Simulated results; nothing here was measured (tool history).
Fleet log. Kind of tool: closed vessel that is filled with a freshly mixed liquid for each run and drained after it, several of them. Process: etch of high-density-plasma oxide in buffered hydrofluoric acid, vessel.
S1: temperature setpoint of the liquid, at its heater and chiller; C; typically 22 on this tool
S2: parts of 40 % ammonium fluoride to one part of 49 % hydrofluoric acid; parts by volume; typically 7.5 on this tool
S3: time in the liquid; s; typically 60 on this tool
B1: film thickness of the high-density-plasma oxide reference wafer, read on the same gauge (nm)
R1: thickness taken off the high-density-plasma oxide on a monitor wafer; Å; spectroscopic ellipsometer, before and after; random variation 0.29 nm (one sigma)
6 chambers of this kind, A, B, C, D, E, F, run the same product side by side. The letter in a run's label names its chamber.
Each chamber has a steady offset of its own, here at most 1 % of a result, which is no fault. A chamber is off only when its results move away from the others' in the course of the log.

run 1B hour=7.4 | S1=22 S2=7.5 S3=60 | B1=59.981 | R1=878.97
run 2A hour=14.5 | S1=22 S2=7.5 S3=60 | B1=59.997 | R1=871.24
-- hour=15.7 chamber F: hydrofluoric acid flow meter replaced
run 3D hour=23.3 | S1=22 S2=7.5 S3=60 | B1=59.993 | R1=868.72
-- hour=26.4 chamber E: thermometer replaced
run 4E hour=27.7 | S1=22 S2=7.5 S3=60 | B1=60 | R1=878.72
run 5C hour=33.9 | S1=22 S2=7.5 S3=60 | B1=59.964 | R1=871.22
run 6F hour=39.1 | S1=22 S2=7.5 S3=60 | B1=60.036 | R1=875.13
run 7F hour=43.8 | S1=22 S2=7.5 S3=60 | B1=60.007 | R1=877.91
run 8B hour=50.2 | S1=27 S2=10.5 S3=60 | B1=59.982 | R1=845.37
run 9E hour=58 | S1=27 S2=10.5 S3=60 | B1=59.987 | R1=834.14
run 10C hour=63.9 | S1=27 S2=10.5 S3=60 | B1=59.929 | R1=840.94
run 11D hour=73.1 | S1=27 S2=10.5 S3=60 | B1=59.998 | R1=844.45
run 12A hour=80.1 | S1=27 S2=10.5 S3=60 | B1=60.008 | R1=844.31
-- hour=82.7 chamber D: hydrofluoric acid flow meter replaced
run 13B hour=88.1 | S1=27 S2=10.5 S3=60 | B1=59.975 | R1=843.65
run 14A hour=92.5 | S1=22 S2=7.5 S3=60 | B1=60.03 | R1=867.28
run 15E hour=100.1 | S1=22 S2=7.5 S3=60 | B1=60.017 | R1=875.01
run 16C hour=107.2 | S1=22 S2=7.5 S3=60 | B1=60.007 | R1=875.32
run 17D hour=113.6 | S1=22 S2=7.5 S3=60 | B1=59.981 | R1=867.23
-- hour=117.5 chamber B: thermometer replaced
run 18F hour=121.7 | S1=22 S2=7.5 S3=60 | B1=59.981 | R1=871.74
-- hour=123.2 chamber A: thermometer replaced
run 19A hour=128 | S1=22 S2=7.5 S3=60 | B1=60.016 | R1=869.55
run 20F hour=133.6 | S1=22 S2=7.5 S3=85 | B1=60.025 | R1=1240.9
run 21B hour=139 | S1=22 S2=7.5 S3=85 | B1=59.968 | R1=1230.5
-- hour=141.6 chamber B: hydrofluoric acid flow meter replaced
run 22E hour=144 | S1=22 S2=7.5 S3=85 | B1=59.989 | R1=1239.4
run 23D hour=151.7 | S1=22 S2=7.5 S3=85 | B1=60.021 | R1=1240.3
run 24C hour=156 | S1=22 S2=7.5 S3=85 | B1=59.957 | R1=1239
run 25D hour=165.5 | S1=22 S2=7.5 S3=85 | B1=59.984 | R1=1236.7
run 26B hour=172.4 | S1=22 S2=7.5 S3=60 | B1=60.017 | R1=871.25
run 27A hour=180.9 | S1=22 S2=7.5 S3=60 | B1=60.029 | R1=865.29
run 28F hour=188.2 | S1=22 S2=7.5 S3=60 | B1=59.977 | R1=878.32
run 29E hour=194.9 | S1=22 S2=7.5 S3=60 | B1=60.022 | R1=876.1
run 30C hour=203.8 | S1=22 S2=7.5 S3=60 | B1=60.018 | R1=873
run 31F hour=209.2 | S1=22 S2=7.5 S3=60 | B1=59.986 | R1=874.79
run 32E hour=217.2 | S1=22 S2=7.5 S3=60 | B1=60.021 | R1=880.95
run 33C hour=223 | S1=22 S2=7.5 S3=60 | B1=59.996 | R1=876.65
run 34A hour=229.8 | S1=22 S2=7.5 S3=60 | B1=59.986 | R1=869.4
run 35D hour=238.8 | S1=22 S2=7.5 S3=60 | B1=60.035 | R1=874.38
run 36B hour=247.4 | S1=22 S2=7.5 S3=60 | B1=60.016 | R1=874.26
run 37C hour=253.6 | S1=22 S2=7.5 S3=60 | B1=60.022 | R1=873.83
run 38A hour=259 | S1=22 S2=7.5 S3=60 | B1=59.992 | R1=873.66
run 39B hour=266.5 | S1=22 S2=7.5 S3=60 | B1=60.035 | R1=872.53

Predict what each chamber gives when all 6 of them run the settings below next.
run 40A hour=273.7 | S1=22 S2=10.5 S3=60 | R1=?
run 40B hour=273.7 | S1=22 S2=10.5 S3=60 | R1=?
run 40C hour=273.7 | S1=22 S2=10.5 S3=60 | R1=?
run 40D hour=273.7 | S1=22 S2=10.5 S3=60 | R1=?
run 40E hour=273.7 | S1=22 S2=10.5 S3=60 | R1=?
run 40F hour=273.7 | S1=22 S2=10.5 S3=60 | R1=?

run=40A R1=638.68
run=40B R1=641.13
run=40C R1=638.91
run=40D R1=639.14
run=40E R1=642.14
run=40F R1=641.07
